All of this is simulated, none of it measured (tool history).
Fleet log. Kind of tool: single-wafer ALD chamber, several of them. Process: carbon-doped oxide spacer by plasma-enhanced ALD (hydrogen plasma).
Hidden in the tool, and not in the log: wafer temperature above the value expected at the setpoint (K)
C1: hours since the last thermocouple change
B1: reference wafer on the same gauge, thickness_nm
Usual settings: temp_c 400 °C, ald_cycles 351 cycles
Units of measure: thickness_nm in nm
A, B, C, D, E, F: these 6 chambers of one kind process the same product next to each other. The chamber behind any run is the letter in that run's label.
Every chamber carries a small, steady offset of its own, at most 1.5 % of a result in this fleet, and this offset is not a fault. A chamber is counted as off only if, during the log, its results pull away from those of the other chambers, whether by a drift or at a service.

{"run": "1F", "hour": 2.2, "temp_c": 400, "ald_cycles": 351, "C1": 274.5, "B1": 16.7, "thickness_nm": 17.541}
{"hour": 5.0, "done": "chamber B: thermocouple changed; heater temperature recalibrated"}
{"run": "2B", "hour": 5.6, "temp_c": 400, "ald_cycles": 351, "C1": 0.7, "B1": 16.71, "thickness_nm": 17.72}
{"run": "3E", "hour": 9.5, "temp_c": 400, "ald_cycles": 351, "C1": 486.8, "B1": 16.707, "thickness_nm": 17.477}
{"run": "4D", "hour": 11.9, "temp_c": 400, "ald_cycles": 351, "C1": 1226.0, "B1": 16.71, "thickness_nm": 17.776}
{"run": "5C", "hour": 15.1, "temp_c": 400, "ald_cycles": 351, "C1": 45.5, "B1": 16.716, "thickness_nm": 17.728}
{"run": "6A", "hour": 17.5, "temp_c": 400, "ald_cycles": 351, "C1": 1206.9, "B1": 16.714, "thickness_nm": 17.539}
{"run": "7C", "hour": 21.7, "temp_c": 400, "ald_cycles": 351, "C1": 52.1, "B1": 16.712, "thickness_nm": 17.704}
{"run": "8A", "hour": 24.9, "temp_c": 400, "ald_cycles": 351, "C1": 1214.3, "B1": 16.723, "thickness_nm": 17.472}
{"run": "9D", "hour": 28.1, "temp_c": 400, "ald_cycles": 351, "C1": 1242.2, "B1": 16.726, "thickness_nm": 17.81}
{"run": "10B", "hour": 32.0, "temp_c": 400, "ald_cycles": 351, "C1": 27.1, "B1": 16.728, "thickness_nm": 17.781}
{"run": "11E", "hour": 35.1, "temp_c": 400, "ald_cycles": 351, "C1": 512.4, "B1": 16.724, "thickness_nm": 17.567}
{"run": "12F", "hour": 39.6, "temp_c": 412, "ald_cycles": 294, "C1": 311.9, "B1": 16.723, "thickness_nm": 14.199}
{"run": "13E", "hour": 42.5, "temp_c": 412, "ald_cycles": 294, "C1": 519.8, "B1": 16.727, "thickness_nm": 14.189}
{"run": "14A", "hour": 46.7, "temp_c": 412, "ald_cycles": 294, "C1": 1236.1, "B1": 16.732, "thickness_nm": 14.114}
{"run": "15B", "hour": 48.8, "temp_c": 412, "ald_cycles": 294, "C1": 43.9, "B1": 16.735, "thickness_nm": 14.339}
{"run": "16F", "hour": 52.9, "temp_c": 412, "ald_cycles": 294, "C1": 325.2, "B1": 16.733, "thickness_nm": 14.187}
{"run": "17C", "hour": 57.4, "temp_c": 412, "ald_cycles": 294, "C1": 87.8, "B1": 16.739, "thickness_nm": 14.299}
{"run": "18D", "hour": 60.6, "temp_c": 400, "ald_cycles": 351, "C1": 1274.7, "B1": 16.738, "thickness_nm": 17.859}
{"run": "19B", "hour": 64.4, "temp_c": 400, "ald_cycles": 351, "C1": 59.5, "B1": 16.744, "thickness_nm": 17.797}
{"run": "20A", "hour": 68.2, "temp_c": 400, "ald_cycles": 351, "C1": 1257.6, "B1": 16.744, "thickness_nm": 17.543}
{"run": "21C", "hour": 70.8, "temp_c": 400, "ald_cycles": 351, "C1": 101.2, "B1": 16.75, "thickness_nm": 17.735}
{"run": "22E", "hour": 74.9, "temp_c": 400, "ald_cycles": 351, "C1": 552.2, "B1": 16.753, "thickness_nm": 17.57}
{"run": "23F", "hour": 78.8, "temp_c": 400, "ald_cycles": 351, "C1": 351.1, "B1": 16.758, "thickness_nm": 17.58}
{"run": "24D", "hour": 82.7, "temp_c": 400, "ald_cycles": 351, "C1": 1296.8, "B1": 16.758, "thickness_nm": 17.874}
{"run": "25E", "hour": 86.7, "temp_c": 400, "ald_cycles": 351, "C1": 564.0, "B1": 16.764, "thickness_nm": 17.579}
{"run": "26B", "hour": 90.7, "temp_c": 400, "ald_cycles": 351, "C1": 85.8, "B1": 16.767, "thickness_nm": 17.827}
{"run": "27D", "hour": 94.0, "temp_c": 406, "ald_cycles": 301, "C1": 1308.1, "B1": 16.769, "thickness_nm": 15.051}
{"run": "28F", "hour": 98.2, "temp_c": 406, "ald_cycles": 301, "C1": 370.5, "B1": 16.771, "thickness_nm": 14.847}
{"run": "29C", "hour": 101.7, "temp_c": 406, "ald_cycles": 301, "C1": 132.1, "B1": 16.772, "thickness_nm": 14.895}
{"run": "30A", "hour": 104.6, "temp_c": 406, "ald_cycles": 301, "C1": 1294.0, "B1": 16.768, "thickness_nm": 14.798}
{"run": "31C", "hour": 108.6, "temp_c": 406, "ald_cycles": 301, "C1": 139.0, "B1": 16.771, "thickness_nm": 14.942}
{"run": "32E", "hour": 113.1, "temp_c": 406, "ald_cycles": 301, "C1": 590.4, "B1": 16.779, "thickness_nm": 14.824}
{"run": "33B", "hour": 117.6, "temp_c": 400, "ald_cycles": 351, "C1": 112.7, "B1": 16.785, "thickness_nm": 17.841}
{"run": "34A", "hour": 119.7, "temp_c": 400, "ald_cycles": 351, "C1": 1309.1, "B1": 16.783, "thickness_nm": 17.545}
{"run": "35D", "hour": 124.1, "temp_c": 400, "ald_cycles": 351, "C1": 1338.2, "B1": 16.79, "thickness_nm": 17.884}
{"run": "36F", "hour": 128.2, "temp_c": 386, "ald_cycles": 293, "C1": 400.5, "B1": 16.789, "thickness_nm": 14.725}
{"run": "37F", "hour": 131.0, "temp_c": 386, "ald_cycles": 293, "C1": 403.3, "B1": 16.792, "thickness_nm": 14.746}

All 6 chambers run these settings next. Forecast each chamber's results:
{"run": "38A", "hour": 134.2, "temp_c": 400, "ald_cycles": 318, "thickness_nm": "?"}
{"run": "38B", "hour": 134.2, "temp_c": 400, "ald_cycles": 318, "thickness_nm": "?"}
{"run": "38C", "hour": 134.2, "temp_c": 400, "ald_cycles": 318, "thickness_nm": "?"}
{"run": "38D", "hour": 134.2, "temp_c": 400, "ald_cycles": 318, "thickness_nm": "?"}
{"run": "38E", "hour": 134.2, "temp_c": 400, "ald_cycles": 318, "thickness_nm": "?"}
{"run": "38F", "hour": 134.2, "temp_c": 400, "ald_cycles": 318, "thickness_nm": "?"}

run=38A thickness_nm=15.920
run=38B thickness_nm=16.169
run=38C thickness_nm=16.086
run=38D thickness_nm=16.257
run=38E thickness_nm=15.930
run=38F thickness_nm=15.975
